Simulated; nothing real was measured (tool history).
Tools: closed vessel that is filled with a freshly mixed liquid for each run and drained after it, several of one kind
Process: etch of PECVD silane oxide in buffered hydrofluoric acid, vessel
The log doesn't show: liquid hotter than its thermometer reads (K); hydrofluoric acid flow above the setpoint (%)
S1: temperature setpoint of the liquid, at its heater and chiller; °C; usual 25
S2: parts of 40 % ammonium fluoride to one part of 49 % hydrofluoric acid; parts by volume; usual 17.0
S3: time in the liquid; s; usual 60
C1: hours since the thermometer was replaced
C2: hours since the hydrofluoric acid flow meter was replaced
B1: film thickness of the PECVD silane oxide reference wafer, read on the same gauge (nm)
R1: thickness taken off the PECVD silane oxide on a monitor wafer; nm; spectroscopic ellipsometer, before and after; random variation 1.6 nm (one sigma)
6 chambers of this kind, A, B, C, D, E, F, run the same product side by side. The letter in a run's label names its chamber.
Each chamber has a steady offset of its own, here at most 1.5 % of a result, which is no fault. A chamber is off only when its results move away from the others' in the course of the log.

| run | hour | S1 | S2 | S3 | C1 | C2 | B1 | R1 |
|---|---|---|---|---|---|---|---|---|
| 1B | 13.2 | 25 | 17.0 | 60 | 296.8 | 596.2 | 60.002 | 193.22 |
| 2F | 21.7 | 25 | 17.0 | 60 | 431.4 | 748.1 | 60.008 | 191.43 |
|  | 30.5 | chamber F: hydrofluoric acid flow meter replaced |
| 3A | 32.5 | 25 | 17.0 | 60 | 1743.5 | 1044.4 | 60.018 | 187.58 |
| 4C | 45.8 | 25 | 17.0 | 60 | 473.0 | 1199.5 | 59.996 | 190.25 |
| 5E | 51.9 | 25 | 17.0 | 60 | 1342.9 | 1367.2 | 60.010 | 195.36 |
| 6D | 58.5 | 25 | 12.0 | 60 | 273.7 | 889.7 | 60.000 | 265.86 |
| 7A | 65.7 | 25 | 12.0 | 60 | 1776.7 | 1077.6 | 59.978 | 267.59 |
| 8C | 77.0 | 25 | 12.0 | 60 | 504.2 | 1230.7 | 59.988 | 268.89 |
| 9B | 86.4 | 25 | 12.0 | 60 | 370.0 | 669.4 | 60.008 | 269.54 |
| 10F | 93.7 | 25 | 12.0 | 60 | 503.4 | 63.2 | 59.996 | 269.57 |
| 11D | 104.2 | 25 | 12.0 | 60 | 319.4 | 935.4 | 60.006 | 273.29 |
| 12E | 116.3 | 25 | 17.0 | 60 | 1407.3 | 1431.6 | 59.999 | 193.95 |
| 13D | 125.8 | 25 | 17.0 | 60 | 341.0 | 957.0 | 60.001 | 192.12 |
| 14A | 131.8 | 25 | 14.0 | 60 | 1842.8 | 1143.7 | 60.003 | 227.66 |
| 15F | 143.0 | 25 | 14.0 | 60 | 552.7 | 112.5 | 60.009 | 235.14 |
| 16B | 151.0 | 25 | 14.0 | 60 | 434.6 | 734.0 | 59.991 | 226.28 |
| 17E | 157.7 | 25 | 14.0 | 60 | 1448.7 | 1473.0 | 59.998 | 233.60 |
| 18C | 163.5 | 25 | 14.0 | 60 | 590.7 | 1317.2 | 59.975 | 232.18 |
| 19C | 176.1 | 25 | 14.0 | 60 | 603.3 | 1329.8 | 59.989 | 232.61 |
| 20A | 184.9 | 25 | 17.0 | 60 | 1895.9 | 1196.8 | 60.019 | 189.51 |
| 21B | 190.8 | 25 | 20.5 | 60 | 474.4 | 773.8 | 59.998 | 160.12 |
| 22D | 200.1 | 25 | 20.5 | 60 | 415.3 | 1031.3 | 60.009 | 160.31 |
| 23F | 208.3 | 25 | 20.5 | 60 | 618.0 | 177.8 | 59.986 | 161.27 |
| 24E | 214.1 | 25 | 20.5 | 60 | 1505.1 | 1529.4 | 59.990 | 159.20 |
|  | 216.1 | chamber B: hydrofluoric acid flow meter replaced |
| 25C | 219.9 | 25 | 20.5 | 60 | 647.1 | 1373.6 | 59.988 | 159.27 |
| 26E | 232.0 | 25 | 20.5 | 60 | 1523.0 | 1547.3 | 60.010 | 160.89 |
| 27A | 238.7 | 25 | 17.0 | 60 | 1949.7 | 1250.6 | 60.000 | 190.66 |
| 28B | 247.2 | 25 | 17.0 | 60 | 530.8 | 31.1 | 59.995 | 190.55 |
|  | 254.9 | chamber E: hydrofluoric acid flow meter replaced |
| 29D | 257.4 | 25 | 17.0 | 60 | 472.6 | 1088.6 | 59.987 | 196.43 |
| 30F | 269.0 | 22 | 15.0 | 60 | 678.7 | 238.5 | 59.972 | 182.55 |
| 31C | 277.2 | 22 | 15.0 | 60 | 704.4 | 1430.9 | 60.015 | 182.86 |
| 32B | 287.1 | 22 | 15.0 | 60 | 570.7 | 71.0 | 60.010 | 183.75 |
| 33D | 295.6 | 22 | 15.0 | 60 | 510.8 | 1126.8 | 59.996 | 190.79 |
| 34F | 301.5 | 22 | 15.0 | 60 | 711.2 | 271.0 | 59.989 | 185.32 |
| 35A | 311.0 | 22 | 15.0 | 60 | 2022.0 | 1322.9 | 59.981 | 180.28 |
| 36E | 319.6 | 25 | 17.0 | 60 | 1610.6 | 64.7 | 59.992 | 190.26 |
| 37C | 328.9 | 25 | 17.0 | 60 | 756.1 | 1482.6 | 59.997 | 189.94 |
| 38E | 336.9 | 25 | 17.0 | 80 | 1627.9 | 82.0 | 60.012 | 256.76 |
| 39A | 350.0 | 25 | 17.0 | 80 | 2061.0 | 1361.9 | 59.988 | 250.78 |
| 40F | 358.6 | 25 | 17.0 | 80 | 768.3 | 328.1 | 60.005 | 256.15 |
| 41B | 368.3 | 25 | 17.0 | 80 | 651.9 | 152.2 | 59.995 | 257.22 |

All 6 chambers run these settings next. Forecast each chamber's results:
| 42A | 377.9 | 25 | 10.0 | 60 |  |  |  | ? |
| 42B | 377.9 | 25 | 10.0 | 60 |  |  |  | ? |
| 42C | 377.9 | 25 | 10.0 | 60 |  |  |  | ? |
| 42D | 377.9 | 25 | 10.0 | 60 |  |  |  | ? |
| 42E | 377.9 | 25 | 10.0 | 60 |  |  |  | ? |
| 42F | 377.9 | 25 | 10.0 | 60 |  |  |  | ? |

| run | R1 |
|---|---|
| 42A | 314.43 |
| 42B | 316.10 |
| 42C | 320.35 |
| 42D | 330.43 |
| 42E | 326.22 |
| 42F | 319.19 |
